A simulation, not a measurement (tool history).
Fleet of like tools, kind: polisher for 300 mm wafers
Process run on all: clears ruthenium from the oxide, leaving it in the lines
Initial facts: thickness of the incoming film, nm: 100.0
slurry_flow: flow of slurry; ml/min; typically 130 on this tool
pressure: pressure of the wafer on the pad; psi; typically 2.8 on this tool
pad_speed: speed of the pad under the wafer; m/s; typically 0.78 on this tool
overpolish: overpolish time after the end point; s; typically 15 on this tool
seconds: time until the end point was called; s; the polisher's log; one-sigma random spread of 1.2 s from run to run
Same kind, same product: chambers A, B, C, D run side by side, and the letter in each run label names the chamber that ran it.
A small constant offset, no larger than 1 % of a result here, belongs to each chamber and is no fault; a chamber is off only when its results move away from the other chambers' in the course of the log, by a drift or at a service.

-- day=0.200 chamber D: worn pad replaced by a new one
run 1A day=0.258 | slurry_flow=130 pressure=2.8 pad_speed=0.78 overpolish=15 | seconds=99.515
run 2B day=0.479 | slurry_flow=130 pressure=2.8 pad_speed=0.78 overpolish=15 | seconds=99.411
run 3C day=0.612 | slurry_flow=130 pressure=2.8 pad_speed=0.78 overpolish=15 | seconds=96.365
run 4D day=0.754 | slurry_flow=130 pressure=2.8 pad_speed=0.78 overpolish=15 | seconds=97.932
run 5B day=1.021 | slurry_flow=130 pressure=2.8 pad_speed=0.78 overpolish=15 | seconds=97.048
run 6C day=1.221 | slurry_flow=130 pressure=2.8 pad_speed=0.78 overpolish=15 | seconds=96.625
-- day=1.308 chamber D: slurry nozzle cleaned
run 7A day=1.404 | slurry_flow=130 pressure=2.8 pad_speed=0.78 overpolish=15 | seconds=97.023
-- day=1.521 chamber B: worn pad replaced by a new one
run 8D day=1.550 | slurry_flow=130 pressure=2.8 pad_speed=0.78 overpolish=15 | seconds=96.773
run 9C day=1.767 | slurry_flow=145 pressure=2.8 pad_speed=0.78 overpolish=15 | seconds=94.609
-- day=1.929 chamber A: worn pad replaced by a new one
run 10D day=1.975 | slurry_flow=145 pressure=2.8 pad_speed=0.78 overpolish=15 | seconds=96.863
run 11B day=2.146 | slurry_flow=145 pressure=2.8 pad_speed=0.78 overpolish=15 | seconds=96.378
run 12A day=2.400 | slurry_flow=145 pressure=2.8 pad_speed=0.78 overpolish=15 | seconds=95.295
run 13D day=2.562 | slurry_flow=130 pressure=2.8 pad_speed=0.78 overpolish=15 | seconds=98.131
run 14C day=2.825 | slurry_flow=150 pressure=2.3 pad_speed=0.78 overpolish=15 | seconds=115.730
run 15B day=3.062 | slurry_flow=150 pressure=2.3 pad_speed=0.78 overpolish=15 | seconds=118.860
run 16A day=3.242 | slurry_flow=150 pressure=2.3 pad_speed=0.78 overpolish=15 | seconds=116.130
run 17A day=3.421 | slurry_flow=150 pressure=2.3 pad_speed=0.78 overpolish=15 | seconds=119.220
run 18C day=3.700 | slurry_flow=130 pressure=2.8 pad_speed=0.78 overpolish=15 | seconds=97.490
run 19D day=3.933 | slurry_flow=130 pressure=2.8 pad_speed=0.78 overpolish=15 | seconds=96.177
-- day=4.046 chamber D: worn pad replaced by a new one
run 20B day=4.092 | slurry_flow=130 pressure=2.8 pad_speed=0.78 overpolish=15 | seconds=100.250
run 21D day=4.262 | slurry_flow=110 pressure=2.8 pad_speed=0.78 overpolish=15 | seconds=100.350
-- day=4.354 chamber C: worn pad replaced by a new one
run 22B day=4.462 | slurry_flow=110 pressure=2.8 pad_speed=0.78 overpolish=15 | seconds=101.050
run 23C day=4.617 | slurry_flow=110 pressure=2.8 pad_speed=0.78 overpolish=15 | seconds=101.330
-- day=4.762 chamber A: worn pad replaced by a new one
run 24A day=4.862 | slurry_flow=110 pressure=2.8 pad_speed=0.78 overpolish=15 | seconds=104.470
run 25C day=5.142 | slurry_flow=130 pressure=2.8 pad_speed=0.62 overpolish=15 | seconds=123.420
run 26B day=5.400 | slurry_flow=130 pressure=2.8 pad_speed=0.62 overpolish=15 | seconds=123.580
run 27D day=5.583 | slurry_flow=130 pressure=2.8 pad_speed=0.62 overpolish=15 | seconds=126.210

Predict what each chamber gives when all 4 of them run the settings below next.
run 28A day=5.788 | slurry_flow=130 pressure=2.8 pad_speed=0.52 overpolish=15 | seconds=?
run 28B day=5.788 | slurry_flow=130 pressure=2.8 pad_speed=0.52 overpolish=15 | seconds=?
run 28C day=5.788 | slurry_flow=130 pressure=2.8 pad_speed=0.52 overpolish=15 | seconds=?
run 28D day=5.788 | slurry_flow=130 pressure=2.8 pad_speed=0.52 overpolish=15 | seconds=?

run=28A seconds=145.660
run=28B seconds=145.550
run=28C seconds=147.940
run=28D seconds=145.420

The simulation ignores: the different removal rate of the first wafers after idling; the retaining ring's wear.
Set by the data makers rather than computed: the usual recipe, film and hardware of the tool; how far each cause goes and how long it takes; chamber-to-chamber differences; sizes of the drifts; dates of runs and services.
